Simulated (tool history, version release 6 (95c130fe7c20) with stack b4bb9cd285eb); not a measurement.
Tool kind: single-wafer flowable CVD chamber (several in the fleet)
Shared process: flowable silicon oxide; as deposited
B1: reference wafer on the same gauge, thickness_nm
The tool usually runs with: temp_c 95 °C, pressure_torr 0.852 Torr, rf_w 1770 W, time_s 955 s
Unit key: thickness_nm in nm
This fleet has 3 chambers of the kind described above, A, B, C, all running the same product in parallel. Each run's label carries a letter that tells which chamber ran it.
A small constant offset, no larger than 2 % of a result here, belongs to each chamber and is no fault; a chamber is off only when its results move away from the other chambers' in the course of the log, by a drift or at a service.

run 1A day=0.312 | temp_c=95 pressure_torr=0.852 rf_w=1770 time_s=955 | B1=762.03 | thickness_nm=733.41
run 2C day=0.642 | temp_c=95 pressure_torr=0.852 rf_w=1770 time_s=955 | B1=760.91 | thickness_nm=721.98
run 3B day=0.979 | temp_c=95 pressure_torr=0.852 rf_w=1770 time_s=955 | B1=759.98 | thickness_nm=708.67
run 4A day=1.254 | temp_c=95 pressure_torr=0.852 rf_w=1770 time_s=955 | B1=761.60 | thickness_nm=735.48
run 5C day=1.488 | temp_c=101 pressure_torr=0.852 rf_w=1770 time_s=955 | B1=761.11 | thickness_nm=587.11
run 6B day=1.846 | temp_c=101 pressure_torr=0.852 rf_w=1770 time_s=955 | B1=760.83 | thickness_nm=585.66
run 7C day=2.100 | temp_c=101 pressure_torr=0.852 rf_w=1770 time_s=955 | B1=760.47 | thickness_nm=590.93
run 8A day=2.471 | temp_c=95 pressure_torr=0.852 rf_w=1770 time_s=955 | B1=761.59 | thickness_nm=729.36
run 9B day=2.733 | temp_c=95 pressure_torr=0.852 rf_w=1770 time_s=955 | B1=760.17 | thickness_nm=709.30
run 10C day=3.046 | temp_c=95 pressure_torr=0.852 rf_w=1770 time_s=955 | B1=760.66 | thickness_nm=722.59
run 11B day=3.246 | temp_c=82 pressure_torr=0.852 rf_w=1770 time_s=955 | B1=761.67 | thickness_nm=1060.10
run 12A day=3.596 | temp_c=82 pressure_torr=0.852 rf_w=1770 time_s=955 | B1=761.07 | thickness_nm=1104.10
run 13C day=3.875 | temp_c=82 pressure_torr=0.852 rf_w=1770 time_s=955 | B1=761.21 | thickness_nm=1081.40
run 14B day=4.196 | temp_c=95 pressure_torr=0.852 rf_w=1770 time_s=955 | B1=761.34 | thickness_nm=708.01
run 15A day=4.471 | temp_c=88 pressure_torr=0.852 rf_w=1770 time_s=873 | B1=761.51 | thickness_nm=839.65
run 16B day=4.733 | temp_c=88 pressure_torr=0.852 rf_w=1770 time_s=873 | B1=761.06 | thickness_nm=812.38
-- day=4.917 chamber B: RF generator calibrated
-- day=4.942 chamber A: thermocouple changed; heater temperature recalibrated
run 17C day=5.004 | temp_c=88 pressure_torr=0.852 rf_w=1770 time_s=873 | B1=761.50 | thickness_nm=837.55
run 18A day=5.412 | temp_c=95 pressure_torr=0.852 rf_w=1770 time_s=955 | B1=761.16 | thickness_nm=675.45
run 19A day=5.717 | temp_c=95 pressure_torr=0.852 rf_w=1770 time_s=955 | B1=760.97 | thickness_nm=684.66
run 20B day=5.950 | temp_c=95 pressure_torr=0.852 rf_w=1770 time_s=955 | B1=760.09 | thickness_nm=710.51
-- day=6.008 chamber B: capacitance manometer re-zeroed and calibrated
run 21C day=6.333 | temp_c=95 pressure_torr=0.852 rf_w=1770 time_s=955 | B1=760.94 | thickness_nm=722.38
run 22A day=6.650 | temp_c=95 pressure_torr=0.852 rf_w=1770 time_s=955 | B1=761.91 | thickness_nm=679.28
run 23B day=6.883 | temp_c=95 pressure_torr=0.852 rf_w=1770 time_s=955 | B1=761.70 | thickness_nm=718.71
run 24C day=7.242 | temp_c=95 pressure_torr=0.852 rf_w=1770 time_s=955 | B1=761.78 | thickness_nm=732.59
-- day=7.275 chamber C: RF generator calibrated
run 25A day=7.517 | temp_c=95 pressure_torr=0.852 rf_w=1770 time_s=955 | B1=760.34 | thickness_nm=683.87
run 26C day=7.738 | temp_c=95 pressure_torr=0.852 rf_w=1770 time_s=955 | B1=761.25 | thickness_nm=727.03
run 27B day=8.042 | temp_c=95 pressure_torr=0.852 rf_w=1770 time_s=955 | B1=760.68 | thickness_nm=707.31
run 28B day=8.350 | temp_c=95 pressure_torr=0.852 rf_w=1975 time_s=955 | B1=760.52 | thickness_nm=728.52
run 29C day=8.767 | temp_c=95 pressure_torr=0.852 rf_w=1975 time_s=955 | B1=760.66 | thickness_nm=740.22
run 30A day=9.042 | temp_c=95 pressure_torr=0.852 rf_w=1975 time_s=955 | B1=761.09 | thickness_nm=692.79
run 31A day=9.417 | temp_c=95 pressure_torr=0.852 rf_w=1770 time_s=955 | B1=761.68 | thickness_nm=684.83
run 32B day=9.683 | temp_c=95 pressure_torr=0.852 rf_w=1770 time_s=955 | B1=762.26 | thickness_nm=712.41
run 33C day=10.079 | temp_c=95 pressure_torr=0.852 rf_w=1770 time_s=955 | B1=761.84 | thickness_nm=720.58
run 34C day=10.446 | temp_c=95 pressure_torr=1.042 rf_w=1770 time_s=1095 | B1=761.05 | thickness_nm=1066.60

Which is it: a chamber that has drifted or been left off by a service, a gauge drift common to all chambers, or only each chamber's usual small offset? If a chamber is off, name it and its likeliest cause.

After it was serviced, chamber A no longer matches the other chambers.
Likeliest cause: wafer temperature above the value expected at the setpoint (K) = 2.16.

Below are 4 candidate recipes for chamber A's next run, each the usual settings with a change, their results shown as question marks. Which of them brings A's results back in line with what the other chambers give on the usual settings?
In line means no further than this from the other chambers' mean on the usual settings: thickness_nm 14.00 nm
run 35A-1 day=10.754 | temp_c=95 pressure_torr=0.887 rf_w=1770 time_s=955 | thickness_nm=?
run 35A-2 day=10.754 | temp_c=97 pressure_torr=0.833 rf_w=1765 time_s=944 | thickness_nm=?
run 35A-3 day=10.754 | temp_c=95 pressure_torr=0.828 rf_w=1765 time_s=941 | thickness_nm=?
run 35A-4 day=10.754 | temp_c=95 pressure_torr=0.929 rf_w=1770 time_s=955 | thickness_nm=?

Other chambers, usual settings, mean: thickness_nm 717.03 nm
run=35A-1 thickness_nm=714.96
run=35A-2 thickness_nm=611.70
run=35A-3 thickness_nm=646.61
run=35A-4 thickness_nm=755.18
Change 35A-1 lands the chamber within the allowed miss of the other chambers.
